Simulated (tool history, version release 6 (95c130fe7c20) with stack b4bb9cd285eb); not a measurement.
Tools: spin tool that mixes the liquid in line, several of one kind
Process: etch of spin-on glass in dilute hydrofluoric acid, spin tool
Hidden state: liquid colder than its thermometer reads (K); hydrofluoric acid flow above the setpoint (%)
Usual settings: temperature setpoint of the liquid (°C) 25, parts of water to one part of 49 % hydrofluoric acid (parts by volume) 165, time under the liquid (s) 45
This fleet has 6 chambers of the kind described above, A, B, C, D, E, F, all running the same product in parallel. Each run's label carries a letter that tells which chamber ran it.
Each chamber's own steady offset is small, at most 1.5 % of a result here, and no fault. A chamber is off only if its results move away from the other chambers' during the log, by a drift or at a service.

run	hour	temperature setpoint of the liquid (°C)	parts of water to one part of 49 % hydrofluoric acid (parts by volume)	time under the liquid (s)	hours since the thermometer was replaced	hours since the hydrofluoric acid flow meter was replaced	read-back film thickness of the spin-on glass reference wafer, read on the same gauge (nm)	thickness taken off the spin-on glass on a monitor wafer (Å)
1D	7.8	25	165	45	668.2	914.9	49.988	54.268
2F	12.9	25	165	45	13.5	807.9	50.024	54.288
3C	20.5	25	165	45	1870.4	1059.8	50.009	54.461
4B	28.9	25	165	45	1132.7	800.2	50.014	53.839
5A	33.3	25	165	45	95.3	216.7	49.986	54.614
6E	39.6	25	165	45	1552.5	220.5	49.985	54.048
7B	47.5	25	165	45	1151.3	818.8	50.016	53.879
8D	53	25	165	45	713.4	960.1	49.987	54.103
9C	58.1	25	165	45	1908	1097.4	50.001	54.711
10E	65.1	25	165	45	1578	246	50.011	53.637
11A	69.5	25	165	45	131.5	252.9	49.979	55.183
12F	77.8	25	165	45	78.4	872.8	49.99	55.049
13D	86.8	25	165	45	747.2	993.9	50.01	54.689
14B	95.4	25	165	45	1199.2	866.7	50.002	54.136
15A	103.6	25	165	45	165.6	287	50.009	54.9
16E	111.7	25	165	45	1624.6	292.6	49.99	54.023
17F	119.8	25	165	45	120.4	914.8	49.996	53.908
18C	129	25	165	45	1978.9	1168.3	49.992	54.684
19D	136.1	25	165	45	796.5	1043.2	50.026	54.382
20E	140.3	25	165	45	1653.2	321.2	50.018	54.033
21C	147.9	25	165	45	1997.8	1187.2	50.017	54.45
22A	156.7	25	165	45	218.7	340.1	50.018	54.724
23B	161.9	25	165	45	1265.7	933.2	49.991	54.334
24F	168	25	165	45	168.6	963	50.013	54.102
25C	172.3	25	165	45	2022.2	1211.6	49.996	54.468
26D	176.7	25	165	45	837.1	1083.8	50.019	54.261
27A	181.1	25	165	45	243.1	364.5	50.002	54.984
28E	189	25	165	45	1701.9	369.9	50.007	54.036
29B	194.8	25	165	45	1298.6	966.1	50.003	54.227
# hour 199.9: chamber B: thermometer replaced
30F	200.7	25	205	45	201.3	995.7	49.999	41.52
31B	206.5	25	205	45	6.6	977.8	50.023	41.972
32E	213.2	25	205	45	1726.1	394.1	49.968	41.699
33A	220.1	25	205	45	282.1	403.5	49.973	42.505
34F	228.7	25	205	45	229.3	1023.7	49.979	41.251
35D	236.3	25	205	45	896.7	1143.4	50.003	41.74
36C	241	25	165	45	2090.9	1280.3	50.001	54.527
37F	250.4	25	165	45	251	1045.4	50.003	54.506
38E	259.2	25	165	45	1772.1	440.1	50.011	53.621
39C	267.9	21	100	45	2117.8	1307.2	49.997	83.05
40D	277.3	21	100	45	937.7	1184.4	50.002	82.298
41A	286.4	21	100	45	348.4	469.8	49.995	82.873
42B	291.6	21	100	45	91.7	1062.9	49.987	83.74
43E	300.2	21	100	45	1813.1	481.1	49.997	81.544

Is one chamber off against the others, does the gauge drift, or is nothing wrong? If a chamber is off, say which, and what the likeliest cause is.

The fleet is healthy, with each chamber sitting at its usual small offset and no drift in the gauge.
